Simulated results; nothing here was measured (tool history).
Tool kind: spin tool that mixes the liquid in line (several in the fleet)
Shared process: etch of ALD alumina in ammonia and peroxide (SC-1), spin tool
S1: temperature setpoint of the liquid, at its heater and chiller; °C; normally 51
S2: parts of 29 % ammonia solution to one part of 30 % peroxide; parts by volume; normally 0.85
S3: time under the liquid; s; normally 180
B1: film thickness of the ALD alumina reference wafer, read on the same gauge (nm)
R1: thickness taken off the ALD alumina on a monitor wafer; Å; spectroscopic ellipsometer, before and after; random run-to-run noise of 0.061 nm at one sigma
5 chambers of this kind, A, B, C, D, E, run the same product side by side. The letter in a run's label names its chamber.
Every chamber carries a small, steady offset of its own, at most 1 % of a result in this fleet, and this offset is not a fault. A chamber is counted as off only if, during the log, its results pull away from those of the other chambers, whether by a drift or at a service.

At hour 3.8: chamber C: ammonia flow meter replaced.
At hour 4.1: chamber E: ammonia flow meter replaced.
Run 1D, hour 4.8: usual settings; B1 139.96. Result: R1 113.83 Å.
At hour 6.3: chamber E: heated supply line repaired.
Run 2E, hour 10.3: usual settings; B1 140. Result: R1 116.13 Å.
Run 3B, hour 14.4: usual settings; B1 140.02. Result: R1 116.29 Å.
Run 4A, hour 19.6: usual settings; B1 140.01. Result: R1 116.51 Å.
Run 5C, hour 25.5: usual settings; B1 140.02. Result: R1 115.92 Å.
Run 6D, hour 33: usual settings; B1 140.03. Result: R1 116 Å.
Run 7E, hour 39.9: usual settings; B1 139.95. Result: R1 115.48 Å.
Run 8B, hour 49.1: usual settings; B1 140.01. Result: R1 116.3 Å.
Run 9C, hour 54.9: usual settings but S1 42.5 °C, S3 140 s; B1 140.02. Result: R1 56.932 Å.
Run 10A, hour 63.4: usual settings but S1 42.5 °C, S3 140 s; B1 140.03. Result: R1 55.633 Å.
Run 11C, hour 70.9: usual settings but S1 42.5 °C, S3 140 s; B1 140.02. Result: R1 57.383 Å.
Run 12D, hour 75.3: usual settings but S1 42.5 °C, S3 140 s; B1 139.99. Result: R1 56.132 Å.
Run 13B, hour 80.5: usual settings but S1 42.5 °C, S3 140 s; B1 140. Result: R1 56.389 Å.
At hour 84: chamber C: heated supply line repaired.
Run 14A, hour 89.1: usual settings but S1 43.5 °C, S3 240 s; B1 139.99. Result: R1 101.56 Å.
Run 15E, hour 97.5: usual settings but S1 43.5 °C, S3 240 s; B1 139.98. Result: R1 100.98 Å.
Run 16D, hour 104.7: usual settings but S1 43.5 °C, S3 240 s; B1 139.97. Result: R1 101.83 Å.
Run 17C, hour 109.3: usual settings but S1 43.5 °C, S3 240 s; B1 140.02. Result: R1 104.85 Å.
Run 18E, hour 114: usual settings but S1 43.5 °C, S3 240 s; B1 140. Result: R1 100.81 Å.
Run 19A, hour 118.3: usual settings; B1 140.02. Result: R1 115.16 Å.
Run 20B, hour 123.4: usual settings; B1 139.99. Result: R1 115.99 Å.
Run 21A, hour 127.7: usual settings; B1 140.01. Result: R1 115.98 Å.
Run 22D, hour 136.7: usual settings; B1 139.97. Result: R1 115.78 Å.
At hour 141.4: chamber A: heated supply line repaired.
Run 23B, hour 144: usual settings; B1 140. Result: R1 116.34 Å.
At hour 149.9: chamber B: new drum of ammonia solution connected.
Run 24E, hour 150.8: usual settings; B1 139.97. Result: R1 115.74 Å.
At hour 150.9: chamber D: heated supply line repaired.
Run 25C, hour 157.2: usual settings but S1 41 °C, S2 0.7 parts by volume; B1 139.99. Result: R1 68.707 Å.
Run 26A, hour 166.5: usual settings but S1 41 °C, S2 0.7 parts by volume; B1 139.99. Result: R1 64.498 Å.
Run 27E, hour 172.7: usual settings but S1 41 °C, S2 0.7 parts by volume; B1 140.01. Result: R1 64.985 Å.
Run 28C, hour 179.7: usual settings but S1 41 °C, S2 0.7 parts by volume; B1 140. Result: R1 69.272 Å.
Run 29B, hour 188.7: usual settings but S1 41 °C, S2 0.7 parts by volume; B1 139.98. Result: R1 65.947 Å.
At hour 191: chamber A: new drum of ammonia solution connected.
Run 30D, hour 194.6: usual settings; B1 139.99. Result: R1 116.62 Å.
At hour 197.6: chamber C: new drum of ammonia solution connected.
Run 31C, hour 199.7: usual settings; B1 139.99. Result: R1 123 Å.
Run 32E, hour 205: usual settings; B1 140.01. Result: R1 115.13 Å.
Run 33B, hour 213.3: usual settings; B1 140.03. Result: R1 116.67 Å.
Run 34A, hour 219: usual settings but S3 240 s; B1 139.99. Result: R1 155.92 Å.
Run 35D, hour 225.4: usual settings but S3 240 s; B1 139.98. Result: R1 154 Å.

Has any chamber moved away from the others, gradually or after a service, or does the common gauge drift, or do the chambers differ only by their own small steady offsets? State the chamber and the most likely cause if one applies.

Little by little, chamber C moves away from the other chambers.
What lies behind it: liquid hotter than its thermometer reads (K) = 1.39.

Chamber C could run next with any of the 4 candidate recipes listed below; each alters the usual settings, and their results appear as question marks. Which one brings its results back in line with what the other chambers deliver on the usual settings?
Maximum distance from the other chambers' mean on the usual settings for a result to count as in line: R1 2.2 Å
Run 36C-1, hour 232.1: usual settings but S1 49.5 °C. Result: R1 ?.
Run 36C-2, hour 232.1: usual settings but S1 52.5 °C. Result: R1 ?.
Run 36C-3, hour 232.1: usual settings but S2 1.05 parts by volume. Result: R1 ?.
Run 36C-4, hour 232.1: usual settings but S2 0.65 parts by volume. Result: R1 ?.

Other chambers, usual settings, mean: R1 115.67 Å
  run      R1
36C-1  114.85
36C-2  134.78
36C-3     127
36C-4  121.33
36C-1 puts the chamber back in line with the other chambers.
